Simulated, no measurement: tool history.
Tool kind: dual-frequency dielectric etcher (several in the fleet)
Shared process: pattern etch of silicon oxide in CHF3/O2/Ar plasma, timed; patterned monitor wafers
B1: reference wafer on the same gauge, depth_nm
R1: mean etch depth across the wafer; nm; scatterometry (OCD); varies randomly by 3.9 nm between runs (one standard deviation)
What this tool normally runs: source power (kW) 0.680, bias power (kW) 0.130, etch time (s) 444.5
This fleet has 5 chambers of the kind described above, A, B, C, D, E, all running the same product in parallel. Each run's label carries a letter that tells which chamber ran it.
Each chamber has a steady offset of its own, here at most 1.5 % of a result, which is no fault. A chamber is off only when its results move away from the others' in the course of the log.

Run 1C, hour 3.5: usual settings; B1 789.20. Result: R1 834.62 nm.
Run 2D, hour 8.8: usual settings; B1 789.22. Result: R1 835.00 nm.
Run 3B, hour 12.1: usual settings; B1 789.88. Result: R1 821.30 nm.
Run 4A, hour 18.7: usual settings; B1 789.19. Result: R1 822.98 nm.
Run 5E, hour 22.2: usual settings but source power (kW) 0.590, bias power (kW) 0.161; B1 788.39. Result: R1 828.42 nm.
Run 6E, hour 26.5: usual settings but source power (kW) 0.590, bias power (kW) 0.161; B1 789.50. Result: R1 825.32 nm.
Run 7A, hour 33.4: usual settings but source power (kW) 0.590, bias power (kW) 0.161; B1 789.81. Result: R1 834.25 nm.
Run 8C, hour 39.4: usual settings but source power (kW) 0.590, bias power (kW) 0.161; B1 789.65. Result: R1 850.03 nm.
Run 9D, hour 46.6: usual settings but source power (kW) 0.590, bias power (kW) 0.161; B1 789.33. Result: R1 848.40 nm.
At hour 46.8: chamber E: wet clean of the chamber.
Run 10B, hour 52.5: usual settings; B1 788.65. Result: R1 826.66 nm.
Run 11D, hour 58.4: usual settings; B1 789.06. Result: R1 831.31 nm.
Run 12A, hour 64.4: usual settings but source power (kW) 0.550; B1 789.35. Result: R1 754.93 nm.
Run 13E, hour 70.4: usual settings but source power (kW) 0.550; B1 788.99. Result: R1 752.46 nm.
Run 14B, hour 74.9: usual settings but source power (kW) 0.550; B1 790.11. Result: R1 760.04 nm.
Run 15C, hour 79.0: usual settings but source power (kW) 0.550; B1 788.68. Result: R1 770.68 nm.
Run 16D, hour 82.8: usual settings but source power (kW) 0.550; B1 789.49. Result: R1 773.77 nm.
Run 17C, hour 88.4: usual settings but source power (kW) 0.540; B1 788.18. Result: R1 777.78 nm.
Run 18A, hour 91.9: usual settings but source power (kW) 0.540; B1 789.29. Result: R1 746.85 nm.
Run 19B, hour 98.3: usual settings but source power (kW) 0.540; B1 789.22. Result: R1 746.78 nm.
Run 20E, hour 101.6: usual settings but source power (kW) 0.540; B1 788.72. Result: R1 754.98 nm.
Run 21D, hour 105.4: usual settings but source power (kW) 0.540; B1 789.74. Result: R1 770.40 nm.
Run 22C, hour 110.1: usual settings; B1 788.43. Result: R1 851.30 nm.
Run 23E, hour 113.9: usual settings; B1 789.29. Result: R1 817.98 nm.
Run 24B, hour 117.6: usual settings; B1 788.98. Result: R1 823.41 nm.
Run 25A, hour 122.4: usual settings; B1 789.31. Result: R1 826.47 nm.
Run 26A, hour 127.9: usual settings; B1 788.18. Result: R1 822.70 nm.
Run 27D, hour 131.2: usual settings; B1 789.08. Result: R1 834.39 nm.
Run 28E, hour 137.6: usual settings; B1 789.63. Result: R1 820.65 nm.
Run 29B, hour 143.0: usual settings but bias power (kW) 0.105, etch time (s) 492.0; B1 789.56. Result: R1 852.04 nm.
Run 30C, hour 148.9: usual settings but bias power (kW) 0.105, etch time (s) 492.0; B1 789.17. Result: R1 888.04 nm.
At hour 151.4: chamber A: wet clean of the chamber.
Run 31A, hour 152.6: usual settings but bias power (kW) 0.105, etch time (s) 492.0; B1 787.96. Result: R1 845.86 nm.
Run 32E, hour 155.8: usual settings but bias power (kW) 0.105, etch time (s) 492.0; B1 789.44. Result: R1 849.87 nm.
Run 33C, hour 161.6: usual settings but bias power (kW) 0.105, etch time (s) 492.0; B1 788.58. Result: R1 905.73 nm.
Run 34B, hour 166.6: usual settings but etch time (s) 367.0; B1 789.44. Result: R1 680.66 nm.
Run 35D, hour 173.6: usual settings but etch time (s) 367.0; B1 787.90. Result: R1 689.49 nm.
Run 36C, hour 179.7: usual settings but etch time (s) 367.0; B1 788.77. Result: R1 719.04 nm.
Run 37E, hour 184.1: usual settings but etch time (s) 367.0; B1 789.00. Result: R1 672.41 nm.
Run 38B, hour 187.9: usual settings but etch time (s) 367.0; B1 789.78. Result: R1 681.34 nm.
Run 39A, hour 194.0: usual settings; B1 788.19. Result: R1 814.79 nm.
Run 40D, hour 197.4: usual settings but bias power (kW) 0.155, etch time (s) 362.5; B1 789.26. Result: R1 713.96 nm.

Which is it: a chamber that has drifted or been left off by a service, a gauge drift common to all chambers, or only each chamber's usual small offset? If a chamber is off, name it and its likeliest cause.

Chamber C drifts away from the others.
Most likely cause: etch rate over this chamber's usual, % = 5.07.

Below are 4 candidate recipes for chamber C's next run, each the usual settings with a change, their results shown as question marks. Which of them brings C's results back in line with what the other chambers give on the usual settings?
In line means no further than this from the other chambers' mean on the usual settings: R1 13.00 nm
Run 41C-1, hour 202.7: usual settings but source power (kW) 0.690, etch time (s) 468.5. Result: R1 ?.
Run 41C-2, hour 202.7: usual settings but etch time (s) 433.0. Result: R1 ?.
Run 41C-3, hour 202.7: usual settings but source power (kW) 0.730. Result: R1 ?.
Run 41C-4, hour 202.7: usual settings but source power (kW) 0.670, etch time (s) 420.5. Result: R1 ?.

On the usual settings, the other chambers give on average: R1 824.91 nm
  run      R1
41C-1  928.87
41C-2  853.64
41C-3  900.78
41C-4  824.25
It is 41C-4 that realigns the chamber with its peers.

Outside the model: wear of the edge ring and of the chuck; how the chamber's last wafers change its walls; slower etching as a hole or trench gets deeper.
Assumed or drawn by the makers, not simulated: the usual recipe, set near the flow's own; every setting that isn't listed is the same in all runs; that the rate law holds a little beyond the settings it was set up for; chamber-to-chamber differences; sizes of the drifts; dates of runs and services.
